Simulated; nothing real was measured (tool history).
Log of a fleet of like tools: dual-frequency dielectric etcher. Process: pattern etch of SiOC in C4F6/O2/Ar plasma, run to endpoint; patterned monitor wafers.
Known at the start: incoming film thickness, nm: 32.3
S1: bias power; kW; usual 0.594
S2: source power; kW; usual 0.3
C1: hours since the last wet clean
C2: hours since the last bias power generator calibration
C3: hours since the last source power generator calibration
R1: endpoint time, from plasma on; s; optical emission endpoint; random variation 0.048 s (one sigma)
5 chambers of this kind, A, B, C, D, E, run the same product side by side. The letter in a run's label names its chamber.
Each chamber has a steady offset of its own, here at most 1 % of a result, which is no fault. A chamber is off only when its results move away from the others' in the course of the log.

| run | hour | S1 | S2 | C1 | C2 | C3 | R1 |
|---|---|---|---|---|---|---|---|
| 1D | 6.7 | 0.594 | 0.3 | 508 | 346.2 | 703.6 | 11.21 |
| 2B | 16.9 | 0.594 | 0.3 | 36.9 | 1979.6 | 2301.8 | 11.261 |
| 3A | 25.3 | 0.594 | 0.3 | 152.7 | 2001.8 | 1628.3 | 11.374 |
| 4C | 31.7 | 0.594 | 0.3 | 225.3 | 150.8 | 1917 | 11.165 |
| 5E | 36.5 | 0.594 | 0.3 | 217.9 | 663 | 1147.4 | 11.343 |
| 6B | 43.3 | 0.594 | 0.3 | 63.3 | 2006 | 2328.2 | 11.279 |
| 7D | 49 | 0.594 | 0.3 | 550.3 | 388.5 | 745.9 | 11.317 |
| 8E | 57.9 | 0.594 | 0.3 | 239.3 | 684.4 | 1168.8 | 11.336 |
| 9C | 63.9 | 0.594 | 0.3 | 257.5 | 183 | 1949.2 | 11.214 |
| 10A | 70.1 | 0.65 | 0.33 | 197.5 | 2046.6 | 1673.1 | 10.736 |
| 11E | 78.3 | 0.65 | 0.33 | 259.7 | 704.8 | 1189.2 | 10.564 |
| 12D | 83.7 | 0.65 | 0.33 | 585 | 423.2 | 780.6 | 10.452 |
| 13A | 92.8 | 0.65 | 0.33 | 220.2 | 2069.3 | 1695.8 | 10.568 |
| 14B | 100.2 | 0.65 | 0.33 | 120.2 | 2062.9 | 2385.1 | 10.476 |
|  | 101.3 | chamber D: wet clean of the chamber |
| 15C | 109.9 | 0.594 | 0.3 | 303.5 | 229 | 1995.2 | 11.224 |
| 16E | 119.2 | 0.594 | 0.3 | 300.6 | 745.7 | 1230.1 | 11.193 |
| 17D | 128.5 | 0.594 | 0.3 | 27.3 | 468 | 825.4 | 11.282 |
| 18A | 133.1 | 0.594 | 0.3 | 260.5 | 2109.6 | 1736.1 | 11.494 |
| 19C | 140 | 0.73 | 0.25 | 333.6 | 259.1 | 2025.3 | 10.913 |
| 20B | 146.8 | 0.73 | 0.25 | 166.8 | 2109.5 | 2431.7 | 11.034 |
| 21E | 157.1 | 0.73 | 0.25 | 338.5 | 783.6 | 1268 | 11.024 |
| 22B | 166.5 | 0.73 | 0.25 | 186.5 | 2129.2 | 2451.4 | 11.19 |
| 23A | 172.6 | 0.73 | 0.25 | 300 | 2149.1 | 1775.6 | 11.229 |
| 24D | 182.7 | 0.594 | 0.3 | 81.5 | 522.2 | 879.6 | 11.25 |
| 25C | 188.6 | 0.594 | 0.3 | 382.2 | 307.7 | 2073.9 | 11.018 |
| 26D | 195.5 | 0.594 | 0.3 | 94.3 | 535 | 892.4 | 11.29 |
| 27B | 204.2 | 0.594 | 0.3 | 224.2 | 2166.9 | 2489.1 | 11.236 |
| 28C | 211.4 | 0.65 | 0.24 | 405 | 330.5 | 2096.7 | 11.404 |
| 29A | 216 | 0.65 | 0.24 | 343.4 | 2192.5 | 1819 | 11.924 |
| 30E | 224.3 | 0.65 | 0.24 | 405.7 | 850.8 | 1335.2 | 11.863 |
|  | 233.1 | chamber E: wet clean of the chamber |
| 31B | 233.6 | 0.65 | 0.24 | 253.6 | 2196.3 | 2518.5 | 11.684 |
| 32C | 238.9 | 0.65 | 0.24 | 432.5 | 358 | 2124.2 | 11.388 |
| 33E | 246.1 | 0.594 | 0.3 | 13 | 872.6 | 1357 | 11.336 |
| 34A | 252.4 | 0.594 | 0.3 | 379.8 | 2228.9 | 1855.4 | 11.428 |
| 35D | 260.5 | 0.594 | 0.3 | 159.3 | 600 | 957.4 | 11.363 |
| 36E | 269.1 | 0.594 | 0.3 | 36 | 895.6 | 1380 | 11.454 |
| 37C | 278.2 | 0.709 | 0.3 | 471.8 | 397.3 | 2163.5 | 10.064 |
| 38D | 287.5 | 0.709 | 0.3 | 186.3 | 627 | 984.4 | 10.458 |

What goes on in this fleet: one chamber off, a drifting gauge, or nothing beyond the chambers' own small offsets? Name the chamber and the cause, if any.

Chamber C drifts away from the others.
Cause: etch rate over this chamber's usual, % = 4.85.

Here are 4 candidates for chamber C's next run, each the usual settings with a change, their results left as question marks. Which one brings its results back in line with what the others give on the usual settings?
In line means no further than this from the other chambers' mean on the usual settings: R1 0.17 s
| 39C-1 | 295 | 0.553 | 0.28 |  |  |  | ? |
| 39C-2 | 295 | 0.635 | 0.32 |  |  |  | ? |
| 39C-3 | 295 | 0.634 | 0.3 |  |  |  | ? |
| 39C-4 | 295 | 0.574 | 0.29 |  |  |  | ? |

The other chambers' mean on the usual settings: R1 11.312 s
| run | R1 |
|---|---|
| 39C-1 | 11.281 |
| 39C-2 | 10.185 |
| 39C-3 | 10.431 |
| 39C-4 | 10.978 |
39C-1 brings the chamber back in line.
